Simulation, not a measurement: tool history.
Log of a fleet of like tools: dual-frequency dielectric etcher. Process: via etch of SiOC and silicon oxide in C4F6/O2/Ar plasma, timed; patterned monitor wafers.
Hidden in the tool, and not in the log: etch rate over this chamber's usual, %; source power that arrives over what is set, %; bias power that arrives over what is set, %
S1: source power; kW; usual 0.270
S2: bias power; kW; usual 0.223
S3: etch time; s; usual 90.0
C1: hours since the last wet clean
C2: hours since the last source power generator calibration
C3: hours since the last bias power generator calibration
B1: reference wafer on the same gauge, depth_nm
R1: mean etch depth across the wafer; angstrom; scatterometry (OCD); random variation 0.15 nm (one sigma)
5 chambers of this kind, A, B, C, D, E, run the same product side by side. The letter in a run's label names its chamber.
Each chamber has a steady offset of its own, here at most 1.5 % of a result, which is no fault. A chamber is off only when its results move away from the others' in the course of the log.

run	hour	S1	S2	S3	C1	C2	C3	B1	R1
1D	8.1	0.270	0.223	90.0	140.4	1002.0	1521.8	95.479	952.42
2E	14.3	0.270	0.223	90.0	353.1	4024.8	2289.5	95.523	934.12
3A	25.3	0.270	0.223	90.0	426.1	470.7	3130.8	95.543	952.04
4B	33.6	0.270	0.223	90.0	41.5	2128.6	2035.3	95.560	933.50
5C	39.0	0.270	0.223	90.0	153.5	445.5	3412.4	95.629	937.97
6D	46.4	0.270	0.223	90.0	178.7	1040.3	1560.1	95.567	952.73
7E	52.0	0.270	0.223	90.0	390.8	4062.5	2327.2	95.627	935.91
8A	60.7	0.270	0.223	90.0	461.5	506.1	3166.2	95.652	948.79
9C	68.5	0.270	0.223	90.0	183.0	475.0	3441.9	95.649	937.18
10B	76.9	0.270	0.223	90.0	84.8	2171.9	2078.6	95.681	933.79
11E	84.4	0.270	0.223	90.0	423.2	4094.9	2359.6	95.682	935.27
12B	91.5	0.270	0.223	90.0	99.4	2186.5	2093.2	95.735	934.80
13A	102.3	0.270	0.223	90.0	503.1	547.7	3207.8	95.738	949.18
14D	113.9	0.270	0.223	90.0	246.2	1107.8	1627.6	95.742	954.32
# hour 116.2: chamber A: wet clean of the chamber
15C	121.6	0.270	0.223	90.0	236.1	528.1	3495.0	95.803	935.68
16A	127.5	0.270	0.223	90.0	11.4	572.9	3233.0	95.790	949.94
17B	136.1	0.270	0.198	72.0	144.0	2231.1	2137.8	95.815	719.17
18D	146.4	0.270	0.198	72.0	278.7	1140.3	1660.1	95.854	732.67
19C	153.4	0.270	0.198	72.0	267.9	559.9	3526.8	95.874	719.49
20E	159.4	0.270	0.198	72.0	498.2	4169.9	2434.6	95.853	719.11
# hour 163.5: chamber B: bias power generator calibrated
21A	166.5	0.270	0.198	72.0	50.4	611.9	3272.0	95.891	732.06
22C	172.4	0.310	0.223	74.5	286.9	578.9	3545.8	95.918	818.86
23E	180.9	0.310	0.223	74.5	519.7	4191.4	2456.1	95.914	820.79
24D	189.0	0.310	0.223	74.5	321.3	1182.9	1702.7	95.905	830.69
25B	199.8	0.310	0.223	74.5	207.7	2294.8	36.4	95.964	817.54
26B	210.5	0.310	0.223	74.5	218.4	2305.5	47.1	95.976	817.17
# hour 212.1: chamber A: bias power generator calibrated
27A	219.6	0.220	0.223	90.0	103.5	665.0	7.6	96.006	881.46
28E	227.0	0.220	0.223	90.0	565.8	4237.5	2502.2	95.994	868.25
29D	232.4	0.220	0.223	90.0	364.7	1226.3	1746.1	96.003	884.02
# hour 240.7: chamber C: wet clean of the chamber
30C	242.7	0.220	0.223	90.0	2.1	649.2	3616.1	96.014	872.61
31B	251.4	0.220	0.223	90.0	259.3	2346.4	88.0	96.020	867.72
32C	258.2	0.270	0.223	90.0	17.6	664.7	3631.6	96.094	940.79
33A	267.7	0.270	0.223	90.0	151.6	713.1	55.7	96.099	953.63
34E	278.3	0.270	0.223	90.0	617.1	4288.8	2553.5	96.121	941.57

All 5 chambers run these settings next. Forecast each chamber's results:
35A	286.6	0.270	0.223	116.5					?
35B	286.6	0.270	0.223	116.5					?
35C	286.6	0.270	0.223	116.5					?
35D	286.6	0.270	0.223	116.5					?
35E	286.6	0.270	0.223	116.5					?

run	R1
35A	1232.70
35B	1215.50
35C	1221.00
35D	1239.30
35E	1217.80
